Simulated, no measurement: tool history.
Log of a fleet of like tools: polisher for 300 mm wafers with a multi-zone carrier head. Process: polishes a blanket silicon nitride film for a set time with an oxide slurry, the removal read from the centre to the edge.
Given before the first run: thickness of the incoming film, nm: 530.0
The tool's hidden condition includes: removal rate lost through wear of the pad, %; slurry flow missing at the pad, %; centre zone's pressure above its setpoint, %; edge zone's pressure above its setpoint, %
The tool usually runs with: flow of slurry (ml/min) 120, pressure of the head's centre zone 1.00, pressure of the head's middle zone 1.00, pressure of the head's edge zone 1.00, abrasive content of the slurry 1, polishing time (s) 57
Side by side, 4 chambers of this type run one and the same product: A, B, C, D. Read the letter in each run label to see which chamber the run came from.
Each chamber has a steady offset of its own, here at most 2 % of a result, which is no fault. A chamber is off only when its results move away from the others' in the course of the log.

| run | hour | flow of slurry (ml/min) | pressure of the head's centre zone | pressure of the head's middle zone | pressure of the head's edge zone | abrasive content of the slurry | polishing time (s) | wafers polished on this pad | hours since the slurry nozzle was cleaned | hours since the centre zone pressure was calibrated | hours since the edge zone pressure was calibrated | film removed at the wafer's centre (angstrom) | film removed at mid-radius (angstrom) | film removed at the wafer's edge (angstrom) |
|---|---|---|---|---|---|---|---|---|---|---|---|---|---|---|
| 1D | 5.8 | 120 | 1.00 | 1.00 | 1.00 | 1 | 57 | 306 | 147.2 | 461.6 | 383.5 | 519.83 | 508.93 | 523.35 |
| 2A | 11.3 | 120 | 1.00 | 1.00 | 1.00 | 1 | 57 | 161 | 366.4 | 197.1 | 44.1 | 512.36 | 527.55 | 513.04 |
| 3C | 22.4 | 120 | 1.00 | 1.00 | 1.00 | 1 | 57 | 474 | 209.2 | 383.3 | 210.5 | 516.74 | 529.44 | 506.07 |
| 4B | 28.2 | 120 | 1.00 | 1.00 | 1.00 | 1 | 57 | 504 | 376.7 | 437.6 | 609.7 | 520.05 | 528.71 | 518.04 |
|  | 29.9 | chamber C: slurry nozzle cleaned |
| 5B | 38.4 | 120 | 1.00 | 1.00 | 1.00 | 1 | 57 | 599 | 386.9 | 447.8 | 619.9 | 517.87 | 512.92 | 520.60 |
|  | 41.2 | chamber B: worn pad replaced by a new one |
| 6D | 48.8 | 120 | 1.00 | 1.00 | 1.00 | 1 | 57 | 705 | 190.2 | 504.6 | 426.5 | 522.74 | 517.90 | 519.66 |
| 7A | 59.7 | 120 | 1.00 | 1.00 | 1.00 | 1 | 57 | 609 | 414.8 | 245.5 | 92.5 | 515.97 | 531.34 | 526.89 |
| 8C | 66.9 | 120 | 1.00 | 1.00 | 1.00 | 1 | 57 | 886 | 37.1 | 427.8 | 255.0 | 510.66 | 518.15 | 503.97 |
| 9B | 75.0 | 120 | 1.00 | 1.00 | 1.00 | 1 | 57 | 313 | 423.5 | 484.4 | 656.5 | 527.17 | 524.69 | 513.96 |
|  | 79.1 | chamber B: edge zone pressure recalibrated |
| 10A | 81.3 | 120 | 1.00 | 1.00 | 1.00 | 1 | 57 | 809 | 436.4 | 267.1 | 114.1 | 502.36 | 521.52 | 522.60 |
| 11C | 92.4 | 120 | 1.00 | 1.00 | 1.00 | 1 | 57 | 1123 | 62.6 | 453.3 | 280.5 | 514.97 | 511.69 | 513.36 |
|  | 94.6 | chamber C: worn pad replaced by a new one |
| 12D | 98.5 | 120 | 1.00 | 1.00 | 1.00 | 1 | 57 | 1165 | 239.9 | 554.3 | 476.2 | 526.68 | 515.31 | 526.69 |
|  | 104.7 | chamber D: worn pad replaced by a new one |
| 13B | 110.3 | 120 | 1.00 | 1.00 | 1.00 | 1 | 57 | 640 | 458.8 | 519.7 | 31.3 | 512.54 | 526.40 | 524.54 |
|  | 112.9 | chamber B: worn pad replaced by a new one |
| 14A | 116.1 | 120 | 1.00 | 1.00 | 1.00 | 1 | 57 | 1131 | 471.2 | 301.9 | 148.9 | 509.09 | 511.19 | 517.91 |
| 15C | 124.5 | 120 | 1.00 | 1.00 | 1.00 | 1 | 57 | 277 | 94.7 | 485.4 | 312.6 | 515.07 | 522.65 | 509.84 |
|  | 124.9 | chamber C: centre zone pressure recalibrated |
| 16D | 130.9 | 120 | 1.00 | 1.00 | 1.00 | 1 | 57 | 243 | 272.3 | 586.7 | 508.6 | 520.01 | 521.63 | 529.42 |
| 17A | 137.8 | 120 | 1.00 | 1.00 | 1.00 | 1 | 57 | 1332 | 492.9 | 323.6 | 170.6 | 498.03 | 507.31 | 505.29 |
| 18C | 143.3 | 150 | 1.00 | 0.91 | 1.00 | 1 | 57 | 451 | 113.5 | 18.4 | 331.4 | 553.56 | 493.35 | 526.65 |
|  | 144.3 | chamber A: worn pad replaced by a new one |
| 19D | 150.0 | 150 | 1.00 | 0.91 | 1.00 | 1 | 57 | 419 | 291.4 | 605.8 | 527.7 | 555.55 | 509.14 | 538.16 |
|  | 155.5 | chamber C: edge zone pressure recalibrated |
| 20B | 158.0 | 150 | 1.00 | 0.91 | 1.00 | 1 | 57 | 418 | 506.5 | 567.4 | 79.0 | 542.95 | 504.18 | 546.56 |
|  | 168.9 | chamber D: slurry nozzle cleaned |
| 21B | 169.8 | 150 | 1.00 | 0.91 | 1.00 | 1 | 57 | 527 | 518.3 | 579.2 | 90.8 | 545.15 | 495.33 | 543.10 |
| 22D | 180.6 | 120 | 1.00 | 1.00 | 1.00 | 1 | 57 | 703 | 11.7 | 636.4 | 558.3 | 513.15 | 518.77 | 514.80 |
|  | 182.8 | chamber B: worn pad replaced by a new one |
|  | 190.6 | chamber C: worn pad replaced by a new one |
| 23C | 190.6 | 120 | 1.00 | 1.00 | 1.00 | 1 | 57 | 0 | 160.8 | 65.7 | 35.1 | 520.25 | 516.06 | 520.64 |
| 24A | 197.8 | 120 | 1.00 | 1.00 | 1.04 | 1 | 57 | 496 | 552.9 | 383.6 | 230.6 | 476.57 | 501.39 | 510.20 |
| 25B | 203.5 | 120 | 1.00 | 1.00 | 1.04 | 1 | 57 | 191 | 552.0 | 612.9 | 124.5 | 513.15 | 515.32 | 529.42 |
| 26C | 211.1 | 120 | 1.00 | 1.00 | 1.04 | 1 | 57 | 190 | 181.3 | 86.2 | 55.6 | 519.54 | 527.74 | 530.10 |
|  | 220.6 | chamber D: worn pad replaced by a new one |
| 27D | 223.2 | 120 | 1.00 | 1.00 | 1.04 | 1 | 57 | 24 | 54.3 | 679.0 | 600.9 | 524.54 | 509.75 | 538.36 |
| 28A | 234.4 | 120 | 1.00 | 1.00 | 1.00 | 1 | 57 | 835 | 589.5 | 420.2 | 267.2 | 466.46 | 475.91 | 490.32 |
|  | 243.9 | chamber B: worn pad replaced by a new one |
| 29D | 245.8 | 120 | 1.00 | 1.08 | 1.00 | 1 | 57 | 233 | 76.9 | 701.6 | 623.5 | 530.57 | 557.92 | 518.82 |
| 30C | 255.0 | 120 | 1.00 | 1.08 | 1.00 | 1 | 57 | 596 | 225.2 | 130.1 | 99.5 | 517.36 | 559.91 | 517.07 |
| 31A | 262.0 | 120 | 1.00 | 1.08 | 1.00 | 1 | 57 | 1090 | 617.1 | 447.8 | 294.8 | 457.18 | 503.40 | 474.50 |
| 32B | 268.5 | 120 | 1.00 | 1.08 | 1.00 | 1 | 57 | 228 | 617.0 | 677.9 | 189.5 | 517.34 | 568.59 | 513.62 |

Read the log: is a single chamber off, either drifting away or since a service, is the gauge that measures every chamber drifting, or is nothing wrong beyond small per-chamber offsets? Name any odd chamber and what most likely caused it.

It is chamber A that slowly wanders off from its peers.
Likeliest cause: slurry flow missing at the pad, % = 35.2.

Here are 4 candidates for chamber A's next run, each the usual settings with a change, their results left as question marks. Which one brings its results back in line with what the others give on the usual settings?
In-line tolerance around the mean of the other chambers on the usual settings: film removed at the wafer's centre (angstrom) 22.00; film removed at mid-radius (angstrom) 22.00; film removed at the wafer's edge (angstrom) 20.00
| 33A-1 | 277.4 | 125 | 1.01 | 1.00 | 0.99 | 1 | 58 |  |  |  |  | ? | ? | ? |
| 33A-2 | 277.4 | 110 | 0.96 | 0.99 | 1.02 | 1 | 54 |  |  |  |  | ? | ? | ? |
| 33A-3 | 277.4 | 115 | 0.99 | 1.00 | 1.01 | 1 | 56 |  |  |  |  | ? | ? | ? |
| 33A-4 | 277.4 | 130 | 1.04 | 1.01 | 0.98 | 1 | 61 |  |  |  |  | ? | ? | ? |

The mean the other chambers reach with the usual settings: film removed at the wafer's centre (angstrom) 519.43; film removed at mid-radius (angstrom) 519.53; film removed at the wafer's edge (angstrom) 517.73
| run | film removed at the wafer's centre (angstrom) | film removed at mid-radius (angstrom) | film removed at the wafer's edge (angstrom) |
|---|---|---|---|
| 33A-1 | 469.52 | 482.95 | 486.98 |
| 33A-2 | 391.21 | 425.30 | 447.19 |
| 33A-3 | 428.19 | 452.61 | 466.20 |
| 33A-4 | 517.92 | 519.30 | 513.77 |
The answer is 33A-4, which returns the chamber to within the allowed miss of the others.

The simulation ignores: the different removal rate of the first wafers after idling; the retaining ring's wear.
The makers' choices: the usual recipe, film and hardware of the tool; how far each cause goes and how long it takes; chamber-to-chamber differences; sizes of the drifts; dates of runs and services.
